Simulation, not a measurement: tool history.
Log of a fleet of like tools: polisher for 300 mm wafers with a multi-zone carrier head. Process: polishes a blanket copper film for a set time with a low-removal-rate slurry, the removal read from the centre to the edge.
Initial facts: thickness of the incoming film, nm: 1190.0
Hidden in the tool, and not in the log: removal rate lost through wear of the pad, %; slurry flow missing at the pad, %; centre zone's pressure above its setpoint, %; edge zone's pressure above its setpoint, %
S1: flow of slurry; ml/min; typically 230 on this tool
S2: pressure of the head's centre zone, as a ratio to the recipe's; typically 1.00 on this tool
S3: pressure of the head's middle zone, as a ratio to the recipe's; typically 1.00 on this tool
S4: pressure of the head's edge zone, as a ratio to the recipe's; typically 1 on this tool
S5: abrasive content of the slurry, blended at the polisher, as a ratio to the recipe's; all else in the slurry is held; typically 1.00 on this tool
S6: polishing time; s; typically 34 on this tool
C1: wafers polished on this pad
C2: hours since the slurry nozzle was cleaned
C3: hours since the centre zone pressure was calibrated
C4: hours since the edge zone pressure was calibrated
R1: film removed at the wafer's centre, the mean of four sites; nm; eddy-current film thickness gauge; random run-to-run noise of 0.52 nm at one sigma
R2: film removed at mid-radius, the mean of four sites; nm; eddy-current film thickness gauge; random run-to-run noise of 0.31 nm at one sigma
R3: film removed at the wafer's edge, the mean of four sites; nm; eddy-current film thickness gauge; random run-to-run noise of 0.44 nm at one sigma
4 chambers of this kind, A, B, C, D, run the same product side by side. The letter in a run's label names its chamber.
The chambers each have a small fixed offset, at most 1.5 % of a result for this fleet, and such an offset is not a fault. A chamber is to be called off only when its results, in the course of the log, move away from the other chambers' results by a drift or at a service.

run	hour	S1	S2	S3	S4	S5	S6	C1	C2	C3	C4	R1	R2	R3
# hour 1.8: chamber C: worn pad replaced by a new one
1A	3.4	230	1.00	1.00	1	1.00	34	365	136.2	314.0	604.0	41.609	41.497	41.972
2C	6.2	230	1.00	1.00	1	1.00	34	67	109.4	361.0	90.9	42.176	42.032	41.557
3D	11.4	230	1.00	1.00	1	1.00	34	761	150.5	1052.6	1065.2	41.583	41.736	42.103
4B	15.5	230	1.00	1.00	1	1.00	34	1255	474.8	718.0	429.6	41.073	40.906	40.809
5C	19.2	230	1.00	1.00	1	1.00	34	263	122.4	374.0	103.9	40.921	42.335	42.079
6A	23.9	230	1.00	1.00	1	1.00	34	674	156.7	334.5	624.5	40.933	41.426	41.788
# hour 26.3: chamber D: worn pad replaced by a new one
7D	29.0	230	1.00	1.00	1	1.00	34	41	168.1	1070.2	1082.8	41.470	42.491	41.386
8B	31.9	230	1.00	1.00	1	1.00	34	1502	491.2	734.4	446.0	41.793	41.403	41.150
9C	36.8	230	1.00	1.00	1	1.00	34	528	140.0	391.6	121.5	42.094	42.902	41.924
# hour 37.3: chamber B: worn pad replaced by a new one
10A	39.3	230	1.00	1.00	1	1.00	34	906	172.1	349.9	639.9	40.970	41.901	41.533
11B	42.5	230	1.00	1.00	1	1.00	34	78	501.8	745.0	456.6	41.217	41.733	40.341
12D	45.6	230	1.00	1.10	1	1.00	30	291	184.7	1086.8	1099.4	36.169	40.625	36.271
13A	47.9	230	1.00	1.10	1	1.00	30	1036	180.7	358.5	648.5	36.026	40.057	36.725
# hour 50.3: chamber D: centre zone pressure recalibrated
14B	51.9	230	1.00	1.10	1	1.00	30	220	511.2	754.4	466.0	36.539	40.216	36.441
# hour 52.8: chamber A: worn pad replaced by a new one
15D	55.0	230	1.00	1.10	1	1.00	30	433	194.1	4.8	1108.8	40.874	40.201	35.987
16C	57.4	230	1.00	1.00	1	1.00	34	839	160.6	412.2	142.1	41.892	42.574	40.734
# hour 61.4: chamber C: worn pad replaced by a new one
17B	62.4	230	1.00	1.00	1	1.00	34	378	521.7	764.9	476.5	40.440	41.554	40.619
18D	67.4	230	1.00	1.00	1	1.00	34	620	206.5	17.2	1121.2	46.073	42.383	41.204
19A	69.6	230	1.00	1.00	1	1.00	34	254	202.4	380.2	670.2	41.362	41.642	41.083
20C	72.5	230	1.00	1.00	1	1.00	34	167	175.7	427.3	157.2	42.186	41.807	41.524
21B	76.5	230	1.00	1.00	1	1.00	34	591	535.8	779.0	490.6	41.147	41.326	40.850
22A	80.5	230	1.00	1.00	1	1.00	34	418	213.3	391.1	681.1	41.134	41.709	40.930
23D	83.0	230	1.00	1.00	1	0.75	34	855	222.1	32.8	1136.8	42.897	39.129	38.855
24C	88.1	230	1.00	1.00	1	0.75	34	402	191.3	442.9	172.8	39.545	39.834	38.941
# hour 89.6: chamber D: worn pad replaced by a new one
25C	92.9	230	1.00	1.00	1	0.75	34	475	196.1	447.7	177.6	39.508	40.055	38.958
26B	95.4	230	1.00	1.00	1	0.75	34	876	554.7	797.9	509.5	38.415	39.391	38.621
27D	98.7	230	1.00	1.00	1	1.00	34	138	237.8	48.5	1152.5	46.508	42.028	41.631
28A	103.6	230	1.00	1.00	1	1.00	34	767	236.4	414.2	704.2	40.599	41.042	41.542
29A	107.3	265	1.05	1.00	1	1.00	34	822	240.1	417.9	707.9	45.121	42.273	42.317
30B	112.0	265	1.05	1.00	1	1.00	34	1126	571.3	814.5	526.1	44.062	42.686	41.114
31D	116.8	265	1.05	1.00	1	1.00	34	411	255.9	66.6	1170.6	49.941	42.485	42.445
32C	120.3	265	1.05	1.00	1	1.00	34	888	223.5	475.1	205.0	44.392	43.018	42.490
33B	123.2	230	1.00	1.00	1	1.00	34	1295	582.5	825.7	537.3	40.944	41.338	40.937
# hour 123.3: chamber C: worn pad replaced by a new one
# hour 125.3: chamber A: worn pad replaced by a new one
34C	125.4	230	1.00	1.00	1	1.00	34	31	228.6	480.2	210.1	40.997	42.347	41.437
35A	127.8	230	1.00	1.04	1	1.15	34	38	260.6	438.4	728.4	43.676	44.433	41.990
36D	130.4	230	1.00	1.04	1	1.15	34	616	269.5	80.2	1184.2	46.467	44.551	42.617
37D	132.8	230	1.00	1.04	1	1.15	34	652	271.9	82.6	1186.6	46.719	44.305	42.684
38C	136.2	230	1.00	1.04	1	1.15	34	194	239.4	491.0	220.9	42.507	45.328	42.764
39A	140.3	230	1.00	1.00	1	1.00	34	227	273.1	450.9	740.9	41.682	41.781	41.835
40B	142.5	230	1.00	1.00	1	1.00	34	1586	601.8	845.0	556.6	40.466	41.682	41.236
# hour 144.0: chamber B: worn pad replaced by a new one
41B	145.0	230	1.00	1.00	1	1.00	34	15	604.3	847.5	559.1	41.231	41.493	41.680
42D	148.5	230	1.00	1.00	1	1.00	34	889	287.6	98.3	1202.3	45.499	41.676	41.908
43C	153.1	230	1.00	1.04	1	1.00	34	449	256.3	507.9	237.8	41.534	43.646	41.972
44A	155.8	230	1.00	1.04	1	1.00	34	460	288.6	466.4	756.4	41.879	43.983	41.697

Which is it: a chamber that has drifted or been left off by a service, a gauge drift common to all chambers, or only each chamber's usual small offset? If a chamber is off, name it and its likeliest cause.

A service left chamber D off against the others.
What lies behind it: centre zone's pressure above its setpoint, % = 9.38.

Chamber D could run next with any of the 4 candidate recipes listed below; each alters the usual settings, and their results appear as question marks. Which one brings its results back in line with what the other chambers deliver on the usual settings?
To be in line, a result may differ from the other chambers' mean on the usual settings by at most: R1 1.800 nm; R2 1.100 nm; R3 1.500 nm
45D-1	159.5	235	1.08	0.99	0.97	1.00	34					?	?	?
45D-2	159.5	220	0.85	1.03	1.05	1.00	33					?	?	?
45D-3	159.5	240	1.16	0.97	0.94	1.00	35					?	?	?
45D-4	159.5	225	0.93	1.01	1.03	1.00	34					?	?	?

Usual-settings mean across the other chambers: R1 41.437 nm; R2 41.797 nm; R3 41.494 nm
run	R1	R2	R3
45D-1	49.484	41.684	41.377
45D-2	36.498	41.647	41.562
45D-3	55.220	42.211	42.014
45D-4	41.710	42.252	42.496
It is 45D-4 that realigns the chamber with its peers.
